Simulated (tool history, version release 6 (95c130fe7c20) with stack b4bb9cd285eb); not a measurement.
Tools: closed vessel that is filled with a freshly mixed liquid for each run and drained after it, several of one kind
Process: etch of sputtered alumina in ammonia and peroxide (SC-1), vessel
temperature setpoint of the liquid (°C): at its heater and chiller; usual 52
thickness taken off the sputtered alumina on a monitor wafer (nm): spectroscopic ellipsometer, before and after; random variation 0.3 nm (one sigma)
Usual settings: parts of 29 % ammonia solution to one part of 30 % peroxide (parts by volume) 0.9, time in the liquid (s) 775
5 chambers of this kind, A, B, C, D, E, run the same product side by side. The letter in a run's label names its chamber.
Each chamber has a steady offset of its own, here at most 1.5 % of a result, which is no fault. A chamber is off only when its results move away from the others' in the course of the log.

run   hour  temperature setpoint of the liquid (°C)  parts of 29 % ammonia solution to one part of 30 % peroxide (parts by volume)  time in the liquid (s)  read-back film thickness of the sputtered alumina reference wafer, read on the same gauge (nm)  thickness taken off the sputtered alumina on a monitor wafer (nm)
       0.2  -- chamber E: ammonia flow meter replaced
 1D     10                                       52                                                                            0.9                     775                                                                                          110.01                                                             32.111
      15.1  -- chamber A: new drum of ammonia solution connected
 2E   15.9                                       52                                                                            0.9                     775                                                                                          110.04                                                             32.298
 3C   25.7                                       52                                                                            0.9                     775                                                                                          110.02                                                             31.937
 4B   36.2                                       52                                                                            0.9                     775                                                                                          110.03                                                             32.003
 5A   41.5                                       58                                                                            0.9                    1180                                                                                          109.98                                                               68.6
 6E   48.3                                       58                                                                            0.9                    1180                                                                                          110.01                                                             68.681
 7B   60.5                                       58                                                                            0.9                    1180                                                                                          109.99                                                              68.21
      67.3  -- chamber C: ammonia flow meter replaced
 8D   71.5                                       58                                                                            0.9                    1180                                                                                          109.99                                                             68.978
 9C   77.8                                       58                                                                            0.9                    1180                                                                                          110.01                                                             66.878
10A   88.4                                       52                                                                            0.9                     775                                                                                          109.98                                                             32.022
11A   98.3                                       52                                                                            0.9                     775                                                                                          110.02                                                             31.819
12D  109.3                                       52                                                                           1.15                    1055                                                                                          109.99                                                             44.988
13B  118.5                                       52                                                                           1.15                    1055                                                                                          109.98                                                             44.015
14E  130.8                                       52                                                                           1.15                    1055                                                                                          109.98                                                             44.109
15C    138                                       52                                                                           1.15                    1055                                                                                          110.01                                                             44.867
16A  145.6                                       52                                                                           1.15                    1055                                                                                             110                                                             44.128
17B  156.4                                       52                                                                            0.9                     775                                                                                          110.01                                                              32.29
18D  164.7                                     43.5                                                                            0.9                    1155                                                                                          109.99                                                             29.885
19C  171.1                                     43.5                                                                            0.9                    1155                                                                                          110.04                                                             30.149
20E  177.6                                     43.5                                                                            0.9                    1155                                                                                          109.99                                                             29.369
21E  183.9                                     43.5                                                                            0.9                    1155                                                                                          109.99                                                              29.82
22A  194.2                                     43.5                                                                            0.9                    1155                                                                                          109.99                                                             28.983
23D  202.2                                       52                                                                            0.9                     775                                                                                             110                                                             32.126
24B  213.3                                       52                                                                            0.9                     775                                                                                          109.98                                                             32.164
25C  225.1                                       52                                                                            0.9                     775                                                                                          109.99                                                             32.374
26A  232.1                                       52                                                                            0.9                     775                                                                                          110.03                                                             31.163
27B  240.7                                       52                                                                            0.9                     775                                                                                          109.99                                                             31.907
28D  252.5                                       52                                                                            0.9                     775                                                                                          110.01                                                             32.658
     256.5  -- chamber D: ammonia flow meter replaced
29E  262.2                                       52                                                                            0.9                     775                                                                                             110                                                              32.78
30C  269.8                                       52                                                                            0.9                     775                                                                                          110.03                                                             32.011
31D  278.5                                       52                                                                            0.9                     775                                                                                             110                                                             32.498
32C  285.5                                       52                                                                            0.9                     775                                                                                             110                                                             32.787
33A  297.6                                       52                                                                            0.9                     775                                                                                             110                                                             30.433
34B  306.6                                       52                                                                            0.9                     775                                                                                          110.04                                                             31.976
35E  314.3                                       52                                                                            0.9                     775                                                                                          109.99                                                             32.984
36A  319.7                                       52                                                                            0.9                     775                                                                                          110.01                                                             30.404
37C  325.3                                       52                                                                            0.9                     775                                                                                          109.98                                                             32.285
38E  333.8                                       52                                                                            0.9                     775                                                                                          109.97                                                             32.242

All 5 chambers run these settings next. Forecast each chamber's results:
39A  342.7                                       52                                                                            0.9                     775                                                                                                                                                                  ?
39B  342.7                                       52                                                                            0.9                     775                                                                                                                                                                  ?
39C  342.7                                       52                                                                            0.9                     775                                                                                                                                                                  ?
39D  342.7                                       52                                                                            0.9                     775                                                                                                                                                                  ?
39E  342.7                                       52                                                                            0.9                     775                                                                                                                                                                  ?

run  thickness taken off the sputtered alumina on a monitor wafer (nm)
39A                                                              30.73
39B                                                             32.097
39C                                                             32.179
39D                                                             32.372
39E                                                             32.458
